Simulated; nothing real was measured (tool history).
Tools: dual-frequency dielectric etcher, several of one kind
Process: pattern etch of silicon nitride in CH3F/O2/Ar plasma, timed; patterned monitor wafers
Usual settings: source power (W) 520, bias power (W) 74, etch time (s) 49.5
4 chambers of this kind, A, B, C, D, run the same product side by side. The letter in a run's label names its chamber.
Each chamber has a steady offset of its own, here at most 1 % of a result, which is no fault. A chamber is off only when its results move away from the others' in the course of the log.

run   hour  source power (W)  bias power (W)  etch time (s)  hours since the last wet clean  hours since the last source power generator calibration  hours since the last bias power generator calibration  read-back reference wafer on the same gauge, depth_nm  mean etch depth across the wafer (Å)
 1C    4.8               520              74           49.5                           379.6                                                      643                                                  886.1                                                  42.37                                394.67
 2A    9.8               520              74           49.5                           235.3                                                    832.4                                                  630.5                                                 42.416                                383.63
 3D   12.8               520              74           49.5                            60.1                                                   1075.7                                                 1281.5                                                 42.388                                381.31
 4B   17.6               520              74           49.5                             305                                                     1959                                                  457.8                                                  42.33                                384.74
 5B   20.4               520              74           49.5                           307.8                                                   1961.8                                                  460.6                                                 42.409                                 385.5
 6A   23.3               520              74           49.5                           248.8                                                    845.9                                                    644                                                 42.439                                385.64
 7D   28.5               620              74           49.5                            75.8                                                   1091.4                                                 1297.2                                                 42.417                                411.19
 8C   33.4               620              74           49.5                           408.2                                                    671.6                                                  914.7                                                 42.392                                418.35
 9D   37.8               620              74           49.5                            85.1                                                   1100.7                                                 1306.5                                                 42.388                                411.43
10C   42.8               620              74           49.5                           417.6                                                      681                                                  924.1                                                  42.39                                417.63
11B   47.4               520              74           49.5                           334.8                                                   1988.8                                                  487.6                                                 42.382                                386.12
12A   50.5               520              74           49.5                             276                                                    873.1                                                  671.2                                                 42.394                                 390.3
13B   54.6               520              74           49.5                             342                                                     1996                                                  494.8                                                 42.374                                387.38
14D   57.2               520              74           49.5                           104.5                                                   1120.1                                                 1325.9                                                 42.406                                 382.6
15C   61.8               520              74           49.5                           436.6                                                      700                                                  943.1                                                 42.448                                386.61
16A     66               520              74           49.5                           291.5                                                    888.6                                                  686.7                                                 42.386                                388.51
17D   69.7               520              74           49.5                             117                                                   1132.6                                                 1338.4                                                 42.364                                383.83
18C   75.2               520              74           49.5                             450                                                    713.4                                                  956.5                                                 42.395                                385.62
19B     79               620              57           49.5                           366.4                                                   2020.4                                                  519.2                                                 42.376                                380.56
20A   82.8               620              57           49.5                           308.3                                                    905.4                                                  703.5                                                 42.423                                382.02
21D   87.2               620              57           49.5                           134.5                                                   1150.1                                                 1355.9                                                 42.441                                377.12
22C   92.5               620              57           49.5                           467.3                                                    730.7                                                  973.8                                                 42.402                                376.23
23B   97.1               520              74           49.5                           384.5                                                   2038.5                                                  537.3                                                  42.35                                386.55
24A  101.6               590              74           49.5                           327.1                                                    924.2                                                  722.3                                                 42.413                                406.27
25D  106.1               590              74           49.5                           153.4                                                     1169                                                 1374.8                                                 42.392                                406.23
26C  109.1               590              74           49.5                           483.9                                                    747.3                                                  990.4                                                 42.398                                401.16
27A  113.9               590              74           49.5                           339.4                                                    936.5                                                  734.6                                                 42.375                                410.16
28B  117.3               400              74           49.5                           404.7                                                   2058.7                                                  557.5                                                 42.363                                349.92
29B  121.2               400              74           49.5                           408.6                                                   2062.6                                                  561.4                                                 42.391                                350.94
30A    125               400              74           49.5                           350.5                                                    947.6                                                  745.7                                                 42.406                                350.56
31C  129.2               400              74           49.5                             504                                                    767.4                                                 1010.5                                                 42.404                                341.69
32D  132.2               520              74           49.5                           179.5                                                   1195.1                                                 1400.9                                                 42.433                                386.19
33B  137.1               520              74           49.5                           424.5                                                   2078.5                                                  577.3                                                 42.389                                387.49
34A  141.3               520              74           49.5                           366.8                                                    963.9                                                    762                                                 42.407                                391.91
35C  145.7               520              74           49.5                           520.5                                                    783.9                                                   1027                                                 42.394                                373.03
36D  149.2               520              74           49.5                           196.5                                                   1212.1                                                 1417.9                                                 42.385                                 385.1
37B    155               520              74           49.5                           442.4                                                   2096.4                                                  595.2                                                 42.369                                387.17
38A  157.6               520              74           49.5                           383.1                                                    980.2                                                  778.3                                                 42.411                                387.11
39D  161.9               520              74           49.5                           209.2                                                   1224.8                                                 1430.6                                                 42.429                                383.45
40C  165.1               520              74           49.5                           539.9                                                    803.3                                                 1046.4                                                 42.393                                373.08

What goes on in this fleet: one chamber off, a drifting gauge, or nothing beyond the chambers' own small offsets? Name the chamber and the cause, if any.

Chamber C drifts away from the others.
Cause: etch rate under this chamber's usual, % = 4.5.

Here are 4 candidates for chamber C's next run, each the usual settings with a change, their results left as question marks. Which one brings its results back in line with what the others give on the usual settings?
In line means no further than this from the other chambers' mean on the usual settings: mean etch depth across the wafer (Å) 6.3
41C-1  169.3               520              74             49                                                                                                                                                                                                                                            ?
41C-2  169.3               470              74           49.5                                                                                                                                                                                                                                            ?
41C-3  169.3               520              76           49.5                                                                                                                                                                                                                                            ?
41C-4  169.3               520              75             51                                                                                                                                                                                                                                            ?

The other chambers' mean on the usual settings: mean etch depth across the wafer (Å) 386.32
  run  mean etch depth across the wafer (Å)
41C-1                                368.76
41C-2                                358.26
41C-3                                375.95
41C-4                                385.59
41C-4 brings the chamber back in line.

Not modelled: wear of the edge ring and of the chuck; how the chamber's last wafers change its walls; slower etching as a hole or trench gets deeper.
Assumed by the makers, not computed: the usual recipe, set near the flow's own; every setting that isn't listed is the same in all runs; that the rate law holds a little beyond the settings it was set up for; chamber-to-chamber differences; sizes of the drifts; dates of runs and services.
